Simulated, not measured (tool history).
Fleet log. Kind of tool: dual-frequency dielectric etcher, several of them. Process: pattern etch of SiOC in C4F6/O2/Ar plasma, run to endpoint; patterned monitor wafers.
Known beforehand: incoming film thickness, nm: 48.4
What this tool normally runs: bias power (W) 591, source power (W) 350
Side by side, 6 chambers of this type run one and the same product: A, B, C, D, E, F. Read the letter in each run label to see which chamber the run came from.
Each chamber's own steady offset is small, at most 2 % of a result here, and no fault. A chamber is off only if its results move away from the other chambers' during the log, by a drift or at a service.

{"hour": 2.6, "done": "chamber C: wet clean of the chamber"}
{"run": "1F", "hour": 7.3, "bias power (W)": 591, "source power (W)": 350, "endpoint time (s)": 16.035}
{"run": "2A", "hour": 16.9, "bias power (W)": 591, "source power (W)": 350, "endpoint time (s)": 15.939}
{"run": "3B", "hour": 24.2, "bias power (W)": 591, "source power (W)": 350, "endpoint time (s)": 15.99}
{"run": "4C", "hour": 30.2, "bias power (W)": 591, "source power (W)": 350, "endpoint time (s)": 15.68}
{"run": "5D", "hour": 40.1, "bias power (W)": 591, "source power (W)": 350, "endpoint time (s)": 16.173}
{"run": "6E", "hour": 46.3, "bias power (W)": 661, "source power (W)": 350, "endpoint time (s)": 15.474}
{"run": "7F", "hour": 52.0, "bias power (W)": 661, "source power (W)": 350, "endpoint time (s)": 15.553}
{"run": "8D", "hour": 61.6, "bias power (W)": 661, "source power (W)": 350, "endpoint time (s)": 15.505}
{"run": "9C", "hour": 70.4, "bias power (W)": 661, "source power (W)": 350, "endpoint time (s)": 14.999}
{"run": "10B", "hour": 81.0, "bias power (W)": 661, "source power (W)": 350, "endpoint time (s)": 15.314}
{"run": "11E", "hour": 92.3, "bias power (W)": 661, "source power (W)": 350, "endpoint time (s)": 15.474}
{"run": "12A", "hour": 98.7, "bias power (W)": 591, "source power (W)": 350, "endpoint time (s)": 16.078}
{"run": "13F", "hour": 108.8, "bias power (W)": 591, "source power (W)": 350, "endpoint time (s)": 16.158}
{"run": "14B", "hour": 114.2, "bias power (W)": 591, "source power (W)": 350, "endpoint time (s)": 16.09}
{"run": "15E", "hour": 122.2, "bias power (W)": 591, "source power (W)": 350, "endpoint time (s)": 16.076}
{"run": "16C", "hour": 133.4, "bias power (W)": 591, "source power (W)": 350, "endpoint time (s)": 15.778}
{"hour": 136.3, "done": "chamber D: wet clean of the chamber"}
{"run": "17A", "hour": 144.7, "bias power (W)": 591, "source power (W)": 350, "endpoint time (s)": 15.799}
{"run": "18D", "hour": 151.7, "bias power (W)": 591, "source power (W)": 350, "endpoint time (s)": 16.053}
{"run": "19D", "hour": 158.5, "bias power (W)": 651, "source power (W)": 280, "endpoint time (s)": 16.921}
{"run": "20C", "hour": 164.1, "bias power (W)": 651, "source power (W)": 280, "endpoint time (s)": 16.366}
{"run": "21E", "hour": 171.7, "bias power (W)": 651, "source power (W)": 280, "endpoint time (s)": 16.999}
{"run": "22B", "hour": 179.2, "bias power (W)": 651, "source power (W)": 280, "endpoint time (s)": 16.77}
{"run": "23A", "hour": 185.2, "bias power (W)": 651, "source power (W)": 280, "endpoint time (s)": 16.688}
{"run": "24F", "hour": 191.4, "bias power (W)": 651, "source power (W)": 280, "endpoint time (s)": 17.292}
{"run": "25D", "hour": 196.6, "bias power (W)": 591, "source power (W)": 350, "endpoint time (s)": 16.147}
{"run": "26E", "hour": 205.7, "bias power (W)": 591, "source power (W)": 350, "endpoint time (s)": 16.13}
{"run": "27B", "hour": 213.5, "bias power (W)": 591, "source power (W)": 350, "endpoint time (s)": 15.817}
{"run": "28F", "hour": 223.4, "bias power (W)": 591, "source power (W)": 350, "endpoint time (s)": 16.585}
{"run": "29A", "hour": 230.7, "bias power (W)": 714, "source power (W)": 430, "endpoint time (s)": 13.73}
{"hour": 236.1, "done": "chamber C: bias power generator calibrated"}
{"run": "30C", "hour": 240.2, "bias power (W)": 714, "source power (W)": 430, "endpoint time (s)": 13.69}
{"run": "31D", "hour": 246.2, "bias power (W)": 714, "source power (W)": 430, "endpoint time (s)": 13.902}
{"run": "32E", "hour": 256.2, "bias power (W)": 714, "source power (W)": 430, "endpoint time (s)": 14.046}
{"run": "33F", "hour": 262.5, "bias power (W)": 714, "source power (W)": 430, "endpoint time (s)": 14.204}
{"hour": 264.4, "done": "chamber D: source power generator calibrated"}
{"run": "34B", "hour": 273.9, "bias power (W)": 714, "source power (W)": 430, "endpoint time (s)": 13.825}
{"run": "35C", "hour": 282.3, "bias power (W)": 591, "source power (W)": 350, "endpoint time (s)": 15.903}
{"run": "36A", "hour": 289.2, "bias power (W)": 591, "source power (W)": 350, "endpoint time (s)": 15.961}
{"run": "37C", "hour": 300.9, "bias power (W)": 591, "source power (W)": 350, "endpoint time (s)": 15.741}
{"run": "38D", "hour": 308.7, "bias power (W)": 591, "source power (W)": 350, "endpoint time (s)": 16.172}
{"run": "39A", "hour": 316.4, "bias power (W)": 591, "source power (W)": 350, "endpoint time (s)": 15.974}
{"run": "40B", "hour": 323.9, "bias power (W)": 591, "source power (W)": 350, "endpoint time (s)": 15.923}
{"run": "41E", "hour": 335.0, "bias power (W)": 591, "source power (W)": 350, "endpoint time (s)": 16.158}
{"run": "42F", "hour": 343.5, "bias power (W)": 591, "source power (W)": 350, "endpoint time (s)": 16.819}
{"run": "43D", "hour": 351.1, "bias power (W)": 591, "source power (W)": 350, "endpoint time (s)": 16.012}

One chamber off, gauge drift, or nothing amiss beyond the chambers' own small offsets? If it is a chamber, which one, and what is the likeliest cause?

It is chamber F that slowly wanders off from its peers.
Most likely cause: etch rate under this chamber's usual, % = 4.98.

Which of the 4 candidates below, each the usual settings with something changed and its results left as question marks, puts chamber F back in line with what the other chambers give on the usual settings?
In-line tolerance around the mean of the other chambers on the usual settings: endpoint time (s) 0.290
{"run": "44F-1", "hour": 359.8, "bias power (W)": 633, "source power (W)": 380, "endpoint time (s)": "?"}
{"run": "44F-2", "hour": 359.8, "bias power (W)": 626, "source power (W)": 350, "endpoint time (s)": "?"}
{"run": "44F-3", "hour": 359.8, "bias power (W)": 506, "source power (W)": 350, "endpoint time (s)": "?"}
{"run": "44F-4", "hour": 359.8, "bias power (W)": 574, "source power (W)": 340, "endpoint time (s)": "?"}

Other chambers, usual settings, mean: endpoint time (s) 15.994
run=44F-1 endpoint_time_(s)=15.921
run=44F-2 endpoint_time_(s)=16.483
run=44F-3 endpoint_time_(s)=17.860
run=44F-4 endpoint_time_(s)=17.220
The answer is 44F-1, which returns the chamber to within the allowed miss of the others.

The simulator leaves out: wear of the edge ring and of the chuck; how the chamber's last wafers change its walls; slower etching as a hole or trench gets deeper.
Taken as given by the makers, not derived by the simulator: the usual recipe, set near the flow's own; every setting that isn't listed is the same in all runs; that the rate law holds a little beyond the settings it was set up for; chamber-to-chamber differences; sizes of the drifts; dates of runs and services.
